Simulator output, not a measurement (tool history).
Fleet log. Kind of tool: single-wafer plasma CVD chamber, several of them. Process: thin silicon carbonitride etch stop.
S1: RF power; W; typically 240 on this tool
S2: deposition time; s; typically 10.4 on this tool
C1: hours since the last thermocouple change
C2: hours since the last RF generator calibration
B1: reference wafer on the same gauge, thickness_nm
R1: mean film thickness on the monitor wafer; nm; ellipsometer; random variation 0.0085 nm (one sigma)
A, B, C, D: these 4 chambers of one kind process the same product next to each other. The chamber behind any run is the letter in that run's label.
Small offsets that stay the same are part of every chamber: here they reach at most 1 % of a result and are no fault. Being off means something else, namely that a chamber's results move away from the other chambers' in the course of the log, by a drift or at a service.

{"run": "1D", "day": 0.171, "S1": 240, "S2": 10.4, "C1": 1299.0, "C2": 297.0, "B1": 5.7693, "R1": 6.2261}
{"run": "2B", "day": 0.371, "S1": 240, "S2": 10.4, "C1": 1201.1, "C2": 2202.0, "B1": 5.7693, "R1": 6.2534}
{"run": "3A", "day": 0.492, "S1": 240, "S2": 10.4, "C1": 739.8, "C2": 1178.5, "B1": 5.7684, "R1": 6.2194}
{"run": "4C", "day": 0.7, "S1": 240, "S2": 10.4, "C1": 688.0, "C2": 229.1, "B1": 5.7677, "R1": 6.2984}
{"run": "5D", "day": 0.829, "S1": 240, "S2": 10.4, "C1": 1314.8, "C2": 312.8, "B1": 5.7669, "R1": 6.215}
{"day": 0.917, "done": "chamber B: RF generator calibrated"}
{"run": "6C", "day": 1.046, "S1": 240, "S2": 10.4, "C1": 696.3, "C2": 237.4, "B1": 5.7655, "R1": 6.2907}
{"run": "7A", "day": 1.179, "S1": 240, "S2": 10.4, "C1": 756.3, "C2": 1195.0, "B1": 5.7644, "R1": 6.2082}
{"run": "8B", "day": 1.283, "S1": 240, "S2": 10.4, "C1": 1223.0, "C2": 8.9, "B1": 5.765, "R1": 6.2671}
{"run": "9C", "day": 1.479, "S1": 240, "S2": 10.4, "C1": 706.7, "C2": 247.8, "B1": 5.7651, "R1": 6.3041}
{"run": "10D", "day": 1.708, "S1": 240, "S2": 10.4, "C1": 1335.9, "C2": 333.9, "B1": 5.7613, "R1": 6.2088}
{"run": "11A", "day": 1.862, "S1": 240, "S2": 10.4, "C1": 772.7, "C2": 1211.4, "B1": 5.7619, "R1": 6.206}
{"run": "12B", "day": 2.092, "S1": 240, "S2": 10.4, "C1": 1242.4, "C2": 28.3, "B1": 5.7593, "R1": 6.2403}
{"run": "13A", "day": 2.225, "S1": 240, "S2": 10.4, "C1": 781.4, "C2": 1220.1, "B1": 5.7604, "R1": 6.2294}
{"run": "14B", "day": 2.338, "S1": 240, "S2": 10.4, "C1": 1248.3, "C2": 34.2, "B1": 5.7614, "R1": 6.2576}
{"run": "15D", "day": 2.512, "S1": 240, "S2": 10.4, "C1": 1355.2, "C2": 353.2, "B1": 5.7589, "R1": 6.2024}
{"run": "16C", "day": 2.738, "S1": 240, "S2": 10.4, "C1": 736.9, "C2": 278.0, "B1": 5.7575, "R1": 6.303}
{"run": "17D", "day": 2.946, "S1": 240, "S2": 10.4, "C1": 1365.6, "C2": 363.6, "B1": 5.7569, "R1": 6.192}
{"run": "18B", "day": 3.108, "S1": 240, "S2": 10.4, "C1": 1266.8, "C2": 52.7, "B1": 5.7579, "R1": 6.2426}
{"run": "19C", "day": 3.229, "S1": 240, "S2": 10.4, "C1": 748.7, "C2": 289.8, "B1": 5.757, "R1": 6.2938}
{"run": "20A", "day": 3.388, "S1": 240, "S2": 10.4, "C1": 809.3, "C2": 1248.0, "B1": 5.7542, "R1": 6.2025}
{"run": "21B", "day": 3.575, "S1": 240, "S2": 10.4, "C1": 1278.0, "C2": 63.9, "B1": 5.7541, "R1": 6.2321}
{"run": "22C", "day": 3.8, "S1": 240, "S2": 10.4, "C1": 762.4, "C2": 303.5, "B1": 5.7551, "R1": 6.29}
{"run": "23A", "day": 4.033, "S1": 240, "S2": 10.4, "C1": 824.8, "C2": 1263.5, "B1": 5.7524, "R1": 6.2016}
{"run": "24D", "day": 4.262, "S1": 240, "S2": 10.4, "C1": 1397.2, "C2": 395.2, "B1": 5.7504, "R1": 6.1942}
{"run": "25A", "day": 4.408, "S1": 240, "S2": 10.4, "C1": 833.8, "C2": 1272.5, "B1": 5.7513, "R1": 6.1855}
{"run": "26D", "day": 4.571, "S1": 240, "S2": 10.4, "C1": 1404.6, "C2": 402.6, "B1": 5.7502, "R1": 6.1945}
{"run": "27C", "day": 4.783, "S1": 240, "S2": 10.4, "C1": 786.0, "C2": 327.1, "B1": 5.7496, "R1": 6.2754}
{"run": "28B", "day": 4.962, "S1": 240, "S2": 10.4, "C1": 1311.3, "C2": 97.2, "B1": 5.7455, "R1": 6.228}
{"run": "29D", "day": 5.142, "S1": 240, "S2": 10.4, "C1": 1418.3, "C2": 416.3, "B1": 5.7485, "R1": 6.1954}
{"run": "30B", "day": 5.367, "S1": 225, "S2": 8.9, "C1": 1321.0, "C2": 106.9, "B1": 5.7484, "R1": 5.2209}
{"run": "31A", "day": 5.504, "S1": 225, "S2": 8.9, "C1": 860.1, "C2": 1298.8, "B1": 5.7461, "R1": 5.1985}
{"run": "32C", "day": 5.629, "S1": 225, "S2": 8.9, "C1": 806.3, "C2": 347.4, "B1": 5.7462, "R1": 5.2737}
{"run": "33D", "day": 5.85, "S1": 225, "S2": 8.9, "C1": 1435.3, "C2": 433.3, "B1": 5.7448, "R1": 5.1982}
{"run": "34C", "day": 5.996, "S1": 240, "S2": 10.4, "C1": 815.1, "C2": 356.2, "B1": 5.7428, "R1": 6.2717}
{"run": "35A", "day": 6.217, "S1": 240, "S2": 10.4, "C1": 877.2, "C2": 1315.9, "B1": 5.7433, "R1": 6.1914}
{"run": "36B", "day": 6.354, "S1": 240, "S2": 10.4, "C1": 1344.7, "C2": 130.6, "B1": 5.7449, "R1": 6.2166}
{"run": "37D", "day": 6.483, "S1": 240, "S2": 10.4, "C1": 1450.5, "C2": 448.5, "B1": 5.742, "R1": 6.199}
{"run": "38B", "day": 6.696, "S1": 270, "S2": 10.4, "C1": 1352.9, "C2": 138.8, "B1": 5.7408, "R1": 6.461}
{"run": "39A", "day": 6.854, "S1": 270, "S2": 10.4, "C1": 892.5, "C2": 1331.2, "B1": 5.7381, "R1": 6.4039}
{"run": "40C", "day": 7.096, "S1": 270, "S2": 10.4, "C1": 841.5, "C2": 382.6, "B1": 5.7385, "R1": 6.4995}

Each of the 4 chambers runs these same settings next. Fill in every chamber's results:
{"run": "41A", "day": 7.267, "S1": 240, "S2": 11.3, "R1": "?"}
{"run": "41B", "day": 7.267, "S1": 240, "S2": 11.3, "R1": "?"}
{"run": "41C", "day": 7.267, "S1": 240, "S2": 11.3, "R1": "?"}
{"run": "41D", "day": 7.267, "S1": 240, "S2": 11.3, "R1": "?"}

run=41A R1=6.7161
run=41B R1=6.7527
run=41C R1=6.8071
run=41D R1=6.7080
